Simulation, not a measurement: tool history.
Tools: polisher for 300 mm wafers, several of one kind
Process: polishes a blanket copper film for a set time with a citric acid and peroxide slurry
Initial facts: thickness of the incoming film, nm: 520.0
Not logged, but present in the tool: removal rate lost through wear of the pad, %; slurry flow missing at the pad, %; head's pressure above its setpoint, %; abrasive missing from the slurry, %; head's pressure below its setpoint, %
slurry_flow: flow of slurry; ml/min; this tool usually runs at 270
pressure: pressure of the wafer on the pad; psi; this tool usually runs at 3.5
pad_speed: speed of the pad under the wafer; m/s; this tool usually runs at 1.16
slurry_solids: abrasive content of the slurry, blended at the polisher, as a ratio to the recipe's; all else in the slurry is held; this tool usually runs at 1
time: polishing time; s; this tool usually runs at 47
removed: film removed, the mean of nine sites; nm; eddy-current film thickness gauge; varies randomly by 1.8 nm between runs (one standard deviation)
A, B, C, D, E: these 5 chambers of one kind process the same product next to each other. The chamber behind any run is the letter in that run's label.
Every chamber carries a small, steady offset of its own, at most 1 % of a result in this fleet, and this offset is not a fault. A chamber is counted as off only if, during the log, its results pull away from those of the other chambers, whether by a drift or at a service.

run,hour,slurry_flow,pressure,pad_speed,slurry_solids,time,wafers polished on this pad,hours since the slurry nozzle was cleaned,hours since the head pressure was calibrated,hours since the slurry blender was calibrated,removed
# hour 0.1: chamber B: worn pad replaced by a new one
1B,7.3,270,3.5,1.16,1,47,129,78.2,128.9,177.7,125.13
# hour 14: chamber E: worn pad replaced by a new one
2C,16.6,270,3.5,1.16,1,47,548,625.8,543.8,110.4,124.58
# hour 24.4: chamber A: worn pad replaced by a new one
3D,27.1,270,3.5,1.16,1,47,920,392,775,232.4,123.72
4A,40,270,3.5,1.16,1,47,280,180.1,975,121.2,123.33
# hour 45: chamber D: worn pad replaced by a new one
5E,52.9,270,3.5,1.16,1,47,697,143.4,212.6,291.3,125.63
# hour 60: chamber B: worn pad replaced by a new one
# hour 65.1: chamber D: slurry nozzle cleaned
6D,65.1,270,3.5,1.16,1,47,360,0,813,270.4,122.56
# hour 66.5: chamber C: slurry blender recalibrated
7A,72.7,270,3.5,1.16,1,47,865,212.8,1007.7,153.9,126.13
8E,81,270,3.5,1.16,1,47,1200,171.5,240.7,319.4,123.09
9C,88.5,270,3.5,1.16,1,47,1835,697.7,615.7,22,124.33
# hour 91.4: chamber E: worn pad replaced by a new one
# hour 94.5: chamber A: worn pad replaced by a new one
# hour 99.9: chamber D: worn pad replaced by a new one
10B,101.3,270,3.5,1.16,1,47,740,172.2,222.9,271.7,123.83
11E,107.5,270,3.5,1.16,1,47,288,198,267.2,345.9,124.76
12A,113.4,270,3.5,1.16,1,47,340,253.5,1048.4,194.6,125.12
# hour 114: chamber B: worn pad replaced by a new one
13C,121.2,270,3.5,1.16,1,47,2420,730.4,648.4,54.7,122.16
14B,131.5,270,3.5,1.16,1,47,314,202.4,253.1,301.9,126.23
15D,143.3,270,3.5,1.16,1,47,777,78.2,891.2,348.6,127.79
# hour 144.8: chamber D: slurry blender recalibrated
# hour 151.7: chamber D: worn pad replaced by a new one
16E,154.1,270,3.5,1.16,1,47,1123,244.6,313.8,392.5,126.45
17B,163.8,270,3.5,1.16,1,47,892,234.7,285.4,334.2,125
# hour 165.2: chamber A: worn pad replaced by a new one
# hour 166.5: chamber B: slurry nozzle cleaned
# hour 170.2: chamber B: worn pad replaced by a new one
# hour 173.3: chamber E: worn pad replaced by a new one
18A,176.8,270,3.5,1.16,1,47,207,316.9,1111.8,258,126.01
19C,187.6,270,3.5,1.16,1,47,3609,796.8,714.8,121.1,120.28
# hour 191.1: chamber E: slurry blender recalibrated
# hour 191.6: chamber C: slurry nozzle cleaned
20D,197.4,270,3.5,1.16,1,47,818,132.3,945.3,52.7,126.18
# hour 203.7: chamber D: head pressure recalibrated
21A,206.4,270,3.5,1.16,1,47,737,346.5,1141.4,287.6,124.08
# hour 213.6: chamber D: worn pad replaced by a new one
22C,219,270,3.5,1.16,1,47,4171,27.4,746.2,152.5,115.72
# hour 219.7: chamber C: slurry blender recalibrated
23D,228.2,270,3.5,1.16,1,47,262,163.1,24.5,83.5,125.05
# hour 233.7: chamber B: worn pad replaced by a new one
24B,235.2,270,3.5,1.16,1,47,27,68.7,356.8,405.6,122.54
# hour 239.2: chamber E: worn pad replaced by a new one
# hour 240.9: chamber A: slurry blender recalibrated
25E,241.2,305,3.5,1.16,1,47,36,331.7,400.9,50.1,127.08
# hour 246: chamber A: worn pad replaced by a new one
26B,252.3,305,3.5,1.16,1,47,333,85.8,373.9,422.7,126.38
27D,259.7,305,3.5,1.16,1,47,826,194.6,56,115,127.85
28C,267.9,305,3.5,1.16,1,47,5047,76.3,795.1,48.3,115.35
29E,280.8,305,3.5,1.16,1,47,745,371.3,440.5,89.7,129
30A,287.4,270,3.5,1.16,1,47,742,427.5,1222.4,46.5,127.34
31C,295.8,270,3.5,1.16,1,47,5546,104.2,823,76.2,112.55
32E,304.5,270,3.5,1.16,1,47,1169,395,464.2,113.4,125.97

Has any chamber moved away from the others, gradually or after a service, or does the common gauge drift, or do the chambers differ only by their own small steady offsets? State the chamber and the most likely cause if one applies.

One chamber, C, drifts off from the rest bit by bit.
What lies behind it: removal rate lost through wear of the pad, % = 10.3.
It could be hard to tell apart here from: head's pressure below its setpoint, %.

Here are 4 candidates for chamber C's next run, each the usual settings with a change, their results left as question marks. Which one brings its results back in line with what the others give on the usual settings?
Maximum distance from the other chambers' mean on the usual settings for a result to count as in line: removed 6.3 nm
33C-1,313.9,270,3.5,1.16,1,46,,,,,?
33C-2,313.9,270,3.3,1.16,1,44,,,,,?
33C-3,313.9,270,3.5,1.18,1,47,,,,,?
33C-4,313.9,270,3.6,1.2,1,49,,,,,?

Other chambers, usual settings, mean: removed 125.76 nm
run,removed
33C-1,109.37
33C-2,98.751
33C-3,113.65
33C-4,123.84
With 33C-4, the chamber falls back in line with the rest.
